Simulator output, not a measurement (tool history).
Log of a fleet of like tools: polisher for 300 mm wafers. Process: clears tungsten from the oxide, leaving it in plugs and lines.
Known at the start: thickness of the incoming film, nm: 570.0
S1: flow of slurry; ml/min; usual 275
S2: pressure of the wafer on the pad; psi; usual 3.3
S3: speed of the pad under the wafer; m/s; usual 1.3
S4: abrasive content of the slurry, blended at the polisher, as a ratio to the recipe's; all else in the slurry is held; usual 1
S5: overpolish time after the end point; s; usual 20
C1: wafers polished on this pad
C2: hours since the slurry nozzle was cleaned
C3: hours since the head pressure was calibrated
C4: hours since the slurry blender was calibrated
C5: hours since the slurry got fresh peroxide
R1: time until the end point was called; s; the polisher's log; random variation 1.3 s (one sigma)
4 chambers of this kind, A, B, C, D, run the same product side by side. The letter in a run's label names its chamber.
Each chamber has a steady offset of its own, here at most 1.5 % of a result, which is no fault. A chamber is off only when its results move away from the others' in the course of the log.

| run | hour | S1 | S2 | S3 | S4 | S5 | C1 | C2 | C3 | C4 | C5 | R1 |
|---|---|---|---|---|---|---|---|---|---|---|---|---|
| 1D | 8.1 | 275 | 3.3 | 1.3 | 1 | 20 | 541 | 112 | 1030.8 | 76.6 | 25.5 | 112.4 |
|  | 15.9 | chamber B: slurry blender recalibrated |
| 2C | 18.5 | 275 | 3.3 | 1.3 | 1 | 20 | 456 | 220.5 | 611.6 | 213 | 117.5 | 111.33 |
| 3B | 24 | 275 | 3.3 | 1.3 | 1 | 20 | 1101 | 116.6 | 219.3 | 8.1 | 25.2 | 115.81 |
|  | 26.6 | chamber D: slurry tank refilled with fresh slurry and peroxide |
| 4A | 29.9 | 275 | 3.3 | 1.3 | 1 | 20 | 276 | 247.4 | 334.2 | 161.1 | 46.2 | 109.72 |
|  | 33 | chamber D: worn pad replaced by a new one |
| 5B | 34.8 | 275 | 3.3 | 1.3 | 1 | 20 | 1197 | 127.4 | 230.1 | 18.9 | 36 | 115.61 |
| 6A | 42.4 | 245 | 3.3 | 1.3 | 0.75 | 20 | 388 | 259.9 | 346.7 | 173.6 | 58.7 | 121.46 |
| 7C | 50.2 | 245 | 3.3 | 1.3 | 0.75 | 20 | 740 | 252.2 | 643.3 | 244.7 | 149.2 | 120.43 |
| 8D | 60.1 | 245 | 3.3 | 1.3 | 0.75 | 20 | 243 | 164 | 1082.8 | 128.6 | 33.5 | 122.25 |
|  | 61.6 | chamber C: slurry tank refilled with fresh slurry and peroxide |
|  | 63.7 | chamber C: worn pad replaced by a new one |
| 9D | 67.4 | 245 | 3.3 | 1.3 | 0.75 | 20 | 308 | 171.3 | 1090.1 | 135.9 | 40.8 | 125.17 |
|  | 68.5 | chamber B: worn pad replaced by a new one |
| 10B | 72.9 | 275 | 3.3 | 1.3 | 1 | 20 | 40 | 165.5 | 268.2 | 57 | 74.1 | 112.26 |
|  | 75.9 | chamber D: slurry tank refilled with fresh slurry and peroxide |
|  | 79 | chamber A: worn pad replaced by a new one |
|  | 79.6 | chamber A: head pressure recalibrated |
| 11A | 80.6 | 195 | 3.3 | 1.3 | 1 | 20 | 14 | 298.1 | 1.1 | 211.8 | 96.9 | 115.48 |
| 12C | 86.7 | 195 | 3.3 | 1.3 | 1 | 20 | 206 | 288.7 | 679.8 | 281.2 | 25.1 | 117.01 |
|  | 96.1 | chamber C: head pressure recalibrated |
| 13A | 96.4 | 195 | 3.3 | 1.3 | 1 | 20 | 156 | 313.9 | 16.9 | 227.6 | 112.7 | 116.03 |
| 14B | 102.1 | 195 | 3.3 | 1.3 | 1 | 20 | 301 | 194.7 | 297.4 | 86.2 | 103.3 | 116.78 |
| 15D | 108.3 | 275 | 3.3 | 1.3 | 1 | 20 | 675 | 212.2 | 1131 | 176.8 | 32.4 | 112.82 |
|  | 109.5 | chamber A: slurry tank refilled with fresh slurry and peroxide |
|  | 110.7 | chamber B: slurry tank refilled with fresh slurry and peroxide |
| 16C | 113 | 275 | 3.3 | 1.3 | 1 | 20 | 442 | 315 | 17 | 307.5 | 51.4 | 115.77 |
|  | 114.6 | chamber D: worn pad replaced by a new one |
|  | 119.1 | chamber D: slurry tank refilled with fresh slurry and peroxide |
| 17B | 123 | 275 | 3.3 | 1.3 | 1 | 20 | 489 | 215.6 | 318.3 | 107.1 | 12.4 | 113.28 |
| 18D | 129.8 | 275 | 3.3 | 1.3 | 1 | 20 | 136 | 233.7 | 1152.5 | 198.3 | 10.8 | 115.82 |
|  | 137 | chamber D: slurry nozzle cleaned |
| 19C | 138.5 | 275 | 3.3 | 1.3 | 1 | 20 | 670 | 340.5 | 42.5 | 333 | 76.9 | 113.68 |
| 20A | 147.1 | 275 | 3.3 | 1.3 | 1 | 20 | 610 | 364.6 | 67.6 | 278.3 | 37.6 | 112.31 |
| 21C | 152.7 | 275 | 3.3 | 1.3 | 1 | 20 | 798 | 354.7 | 56.7 | 347.2 | 91.1 | 113.08 |
|  | 155.4 | chamber A: worn pad replaced by a new one |
|  | 160.4 | chamber C: worn pad replaced by a new one |
|  | 161.8 | chamber D: slurry tank refilled with fresh slurry and peroxide |
| 22A | 162.2 | 275 | 3.3 | 1.3 | 1 | 20 | 61 | 379.7 | 82.7 | 293.4 | 52.7 | 110.94 |
| 23D | 171.3 | 275 | 3.3 | 1.3 | 1 | 20 | 508 | 34.4 | 1194 | 239.8 | 9.5 | 113.99 |
| 24B | 181.8 | 275 | 3.3 | 1.3 | 1 | 20 | 1015 | 274.4 | 377.1 | 165.9 | 71.2 | 114.31 |
|  | 184.7 | chamber A: slurry blender recalibrated |
| 25D | 191.2 | 275 | 3.3 | 1.3 | 1 | 20 | 686 | 54.3 | 1213.9 | 259.7 | 29.4 | 112.63 |
| 26B | 197.7 | 275 | 3.3 | 1.3 | 1 | 20 | 1158 | 290.3 | 393 | 181.8 | 87.1 | 111.44 |
| 27C | 203 | 275 | 3.3 | 1.3 | 1 | 20 | 382 | 405 | 107 | 397.5 | 141.4 | 113.84 |
|  | 203.6 | chamber D: slurry tank refilled with fresh slurry and peroxide |
| 28A | 208.1 | 275 | 3.3 | 1.3 | 1 | 20 | 472 | 425.6 | 128.6 | 23.4 | 98.6 | 114.79 |
| 29D | 214.2 | 275 | 3.3 | 1.3 | 1 | 20 | 892 | 77.3 | 1236.9 | 282.7 | 10.7 | 113.15 |
| 30A | 220.1 | 275 | 3.3 | 1.3 | 1 | 20 | 579 | 437.6 | 140.6 | 35.4 | 110.6 | 114.53 |

Next, every chamber runs the same settings. What will each give?
| 31A | 227.7 | 275 | 3.3 | 1.3 | 1 | 20 |  |  |  |  |  | ? |
| 31B | 227.7 | 275 | 3.3 | 1.3 | 1 | 20 |  |  |  |  |  | ? |
| 31C | 227.7 | 275 | 3.3 | 1.3 | 1 | 20 |  |  |  |  |  | ? |
| 31D | 227.7 | 275 | 3.3 | 1.3 | 1 | 20 |  |  |  |  |  | ? |

| run | R1 |
|---|---|
| 31A | 114.17 |
| 31B | 113.06 |
| 31C | 113.24 |
| 31D | 113.57 |
